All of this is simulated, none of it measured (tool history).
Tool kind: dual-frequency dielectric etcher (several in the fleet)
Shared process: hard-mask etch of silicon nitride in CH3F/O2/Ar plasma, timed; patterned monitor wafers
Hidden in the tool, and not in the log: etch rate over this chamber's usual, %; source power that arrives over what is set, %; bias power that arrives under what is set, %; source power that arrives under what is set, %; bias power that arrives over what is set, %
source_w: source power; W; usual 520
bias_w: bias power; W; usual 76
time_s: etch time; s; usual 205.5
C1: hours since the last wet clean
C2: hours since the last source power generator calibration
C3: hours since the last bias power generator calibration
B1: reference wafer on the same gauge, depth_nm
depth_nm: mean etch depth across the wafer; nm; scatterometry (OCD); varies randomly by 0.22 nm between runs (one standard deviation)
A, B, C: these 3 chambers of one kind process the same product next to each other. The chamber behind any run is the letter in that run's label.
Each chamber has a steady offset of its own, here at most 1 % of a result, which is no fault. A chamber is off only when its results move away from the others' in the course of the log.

Run 1A, day 0.288: usual settings; C1 274.6; C2 2180.6; C3 2891.1; B1 144.05. Result: depth_nm 161.74 nm.
At day 0.354: chamber C: wet clean of the chamber.
Run 2B, day 0.538: usual settings; C1 158.8; C2 630.4; C3 1599.3; B1 144.06. Result: depth_nm 163.1 nm.
Run 3C, day 0.779: usual settings; C1 10.2; C2 1238.4; C3 1295.8; B1 144.07. Result: depth_nm 161.96 nm.
Run 4B, day 1.012: usual settings; C1 170.2; C2 641.8; C3 1610.7; B1 144.06. Result: depth_nm 163.31 nm.
Run 5A, day 1.304: usual settings; C1 299; C2 2205; C3 2915.5; B1 144.14. Result: depth_nm 162.06 nm.
Run 6C, day 1.496: usual settings but source_w 600 W; C1 27.4; C2 1255.6; C3 1313; B1 144.19. Result: depth_nm 171.65 nm.
Run 7B, day 1.75: usual settings but source_w 600 W; C1 187.9; C2 659.5; C3 1628.4; B1 144.12. Result: depth_nm 172.1 nm.
Run 8C, day 1.942: usual settings but source_w 600 W; C1 38.1; C2 1266.3; C3 1323.7; B1 144.16. Result: depth_nm 171.43 nm.
Run 9A, day 2.271: usual settings but time_s 235.5 s; C1 322.2; C2 2228.2; C3 2938.7; B1 144.24. Result: depth_nm 185.89 nm.
Run 10A, day 2.571: usual settings but time_s 235.5 s; C1 329.4; C2 2235.4; C3 2945.9; B1 144.3. Result: depth_nm 185.77 nm.
Run 11C, day 2.804: usual settings but time_s 235.5 s; C1 58.8; C2 1287; C3 1344.4; B1 144.26. Result: depth_nm 186.53 nm.
Run 12B, day 3.017: usual settings; C1 218.3; C2 689.9; C3 1658.8; B1 144.22. Result: depth_nm 163.07 nm.
Run 13B, day 3.296: usual settings; C1 225; C2 696.6; C3 1665.5; B1 144.29. Result: depth_nm 163.12 nm.
Run 14A, day 3.592: usual settings; C1 353.9; C2 2259.9; C3 2970.4; B1 144.31. Result: depth_nm 162.63 nm.
Run 15C, day 3.775: usual settings; C1 82.1; C2 1310.3; C3 1367.7; B1 144.35. Result: depth_nm 163.08 nm.
Run 16B, day 3.942: usual settings; C1 240.5; C2 712.1; C3 1681; B1 144.34. Result: depth_nm 163.35 nm.
Run 17A, day 4.271: usual settings; C1 370.2; C2 2276.2; C3 2986.7; B1 144.33. Result: depth_nm 162.78 nm.
Run 18C, day 4.542: usual settings; C1 100.5; C2 1328.7; C3 1386.1; B1 144.44. Result: depth_nm 162.85 nm.
Run 19C, day 4.692: usual settings but source_w 640 W, bias_w 70 W; C1 104.1; C2 1332.3; C3 1389.7; B1 144.35. Result: depth_nm 171.69 nm.
Run 20B, day 4.879: usual settings but source_w 640 W, bias_w 70 W; C1 263; C2 734.6; C3 1703.5; B1 144.47. Result: depth_nm 172.29 nm.
Run 21A, day 5.05: usual settings but source_w 640 W, bias_w 70 W; C1 388.9; C2 2294.9; C3 3005.4; B1 144.44. Result: depth_nm 171.57 nm.
Run 22A, day 5.242: usual settings; C1 393.5; C2 2299.5; C3 3010; B1 144.47. Result: depth_nm 162.41 nm.
Run 23C, day 5.433: usual settings; C1 121.9; C2 1350.1; C3 1407.5; B1 144.47. Result: depth_nm 162.89 nm.
Run 24B, day 5.675: usual settings; C1 282.1; C2 753.7; C3 1722.6; B1 144.53. Result: depth_nm 163.24 nm.
Run 25B, day 6.004: usual settings; C1 290; C2 761.6; C3 1730.5; B1 144.56. Result: depth_nm 163.12 nm.
Run 26C, day 6.333: usual settings; C1 143.5; C2 1371.7; C3 1429.1; B1 144.59. Result: depth_nm 162.74 nm.
Run 27A, day 6.483: usual settings but time_s 245.5 s; C1 423.3; C2 2329.3; C3 3039.8; B1 144.56. Result: depth_nm 194.99 nm.
Run 28B, day 6.729: usual settings but time_s 245.5 s; C1 307.4; C2 779; C3 1747.9; B1 144.65. Result: depth_nm 195.8 nm.
Run 29A, day 6.958: usual settings but time_s 245.5 s; C1 434.7; C2 2340.7; C3 3051.2; B1 144.64. Result: depth_nm 194.72 nm.
Run 30C, day 7.179: usual settings; C1 163.8; C2 1392; C3 1449.4; B1 144.62. Result: depth_nm 163.32 nm.
Run 31C, day 7.408: usual settings; C1 169.3; C2 1397.5; C3 1454.9; B1 144.65. Result: depth_nm 162.81 nm.
Run 32A, day 7.692: usual settings but bias_w 91 W; C1 452.3; C2 2358.3; C3 3068.8; B1 144.66. Result: depth_nm 173.87 nm.
Run 33B, day 7.971: usual settings but bias_w 91 W; C1 337.2; C2 808.8; C3 1777.7; B1 144.69. Result: depth_nm 174.32 nm.
Run 34C, day 8.221: usual settings but bias_w 91 W; C1 188.8; C2 1417; C3 1474.4; B1 144.75. Result: depth_nm 173.7 nm.
Run 35A, day 8.55: usual settings; C1 472.9; C2 2378.9; C3 3089.4; B1 144.75. Result: depth_nm 163.13 nm.
Run 36B, day 8.8: usual settings; C1 357.1; C2 828.7; C3 1797.6; B1 144.78. Result: depth_nm 163.56 nm.
Run 37A, day 8.958: usual settings; C1 482.7; C2 2388.7; C3 3099.2; B1 144.81. Result: depth_nm 163.14 nm.

One chamber off, gauge drift, or nothing amiss beyond the chambers' own small offsets? If it is a chamber, which one, and what is the likeliest cause?

Gauge drift. The chambers move together only on paper, and none stands off.
What lies behind it: gauge reads high (%) = 0.565.
